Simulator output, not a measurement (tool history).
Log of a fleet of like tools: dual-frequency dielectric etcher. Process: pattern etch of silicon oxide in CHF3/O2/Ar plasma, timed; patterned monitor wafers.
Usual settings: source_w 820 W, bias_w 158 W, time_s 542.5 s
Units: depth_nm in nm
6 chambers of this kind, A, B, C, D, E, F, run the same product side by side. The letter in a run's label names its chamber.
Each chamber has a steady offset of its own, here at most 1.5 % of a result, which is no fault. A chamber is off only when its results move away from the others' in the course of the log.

run,day,source_w,bias_w,time_s,"read-back reference wafer on the same gauge, depth_nm",depth_nm
1B,0.279,820,158,542.5,1171,1157.4
# day 0.454: chamber C: wet clean of the chamber
2C,0.479,820,158,542.5,1170.2,1160.7
3F,0.638,820,158,542.5,1170.6,1154.7
4D,0.825,820,158,542.5,1170.5,1153.5
5A,1.121,820,158,542.5,1170.5,1133.1
6E,1.275,820,158,542.5,1171.1,1144.4
7E,1.425,820,158,542.5,1169.2,1147.7
8F,1.604,820,158,445,1170.6,960.5
9C,1.833,820,158,445,1171.1,952.64
10D,2.125,820,158,445,1171.7,957.06
11B,2.296,820,158,445,1170.6,955.88
# day 2.567: chamber F: wet clean of the chamber
12A,2.575,820,158,445,1168.2,934.32
13F,2.825,820,158,445,1170.7,954.64
14E,3.079,820,158,542.5,1169.3,1157.8
15B,3.342,820,158,542.5,1170,1166.9
16C,3.525,740,158,634.5,1171.1,1312.8
17A,3.754,740,158,634.5,1170.1,1278.7
18D,3.896,740,158,634.5,1169,1322.6
19E,4.175,740,158,634.5,1169.3,1284.5
# day 4.408: chamber B: wet clean of the chamber
20A,4.438,740,158,634.5,1169.9,1280.4
21F,4.7,740,158,634.5,1169.4,1298.5
22D,4.933,820,158,542.5,1170.2,1148.1
23B,5.246,820,158,542.5,1169.8,1157.8
# day 5.279: chamber E: source power generator calibrated
24C,5.467,820,158,542.5,1172.4,1163.7
25F,5.7,820,158,542.5,1168.8,1155.4
26A,5.875,820,158,542.5,1170.8,1153.3
# day 5.917: chamber E: wet clean of the chamber
27C,6.158,820,158,542.5,1168.8,1165.2
28B,6.35,820,158,542.5,1169.6,1162.9
29E,6.621,820,158,542.5,1170.7,1160
30D,6.783,820,158,542.5,1168.4,1161.3
31D,7.017,820,158,542.5,1171.6,1162.2
32B,7.179,820,158,542.5,1169.9,1167
33A,7.338,820,158,542.5,1168.7,1187.4
34F,7.496,820,158,542.5,1171.6,1156
35E,7.679,820,134,449.5,1169.8,904.07
36C,7.846,820,134,449.5,1169,908.16
37A,8.012,820,134,449.5,1171.7,929.89
# day 8.2: chamber A: source power generator calibrated
38B,8.238,820,134,449.5,1169.5,912.8
39E,8.467,820,134,449.5,1169.8,900.41
40D,8.688,820,134,449.5,1168.5,921.11
41F,8.838,820,158,542.5,1171.1,1158.5
# day 8.983: chamber B: source power generator calibrated
42C,9.062,820,158,542.5,1168.3,1155.3
43A,9.362,820,158,542.5,1168.3,1198.8
44B,9.592,820,158,542.5,1169.1,1165.8

All 6 chambers run these settings next. Forecast each chamber's results:
45A,9.817,820,158,542.5,,?
45B,9.817,820,158,542.5,,?
45C,9.817,820,158,542.5,,?
45D,9.817,820,158,542.5,,?
45E,9.817,820,158,542.5,,?
45F,9.817,820,158,542.5,,?

run,depth_nm
45A,1204
45B,1162.9
45C,1166.3
45D,1160.5
45E,1163.4
45F,1166.5
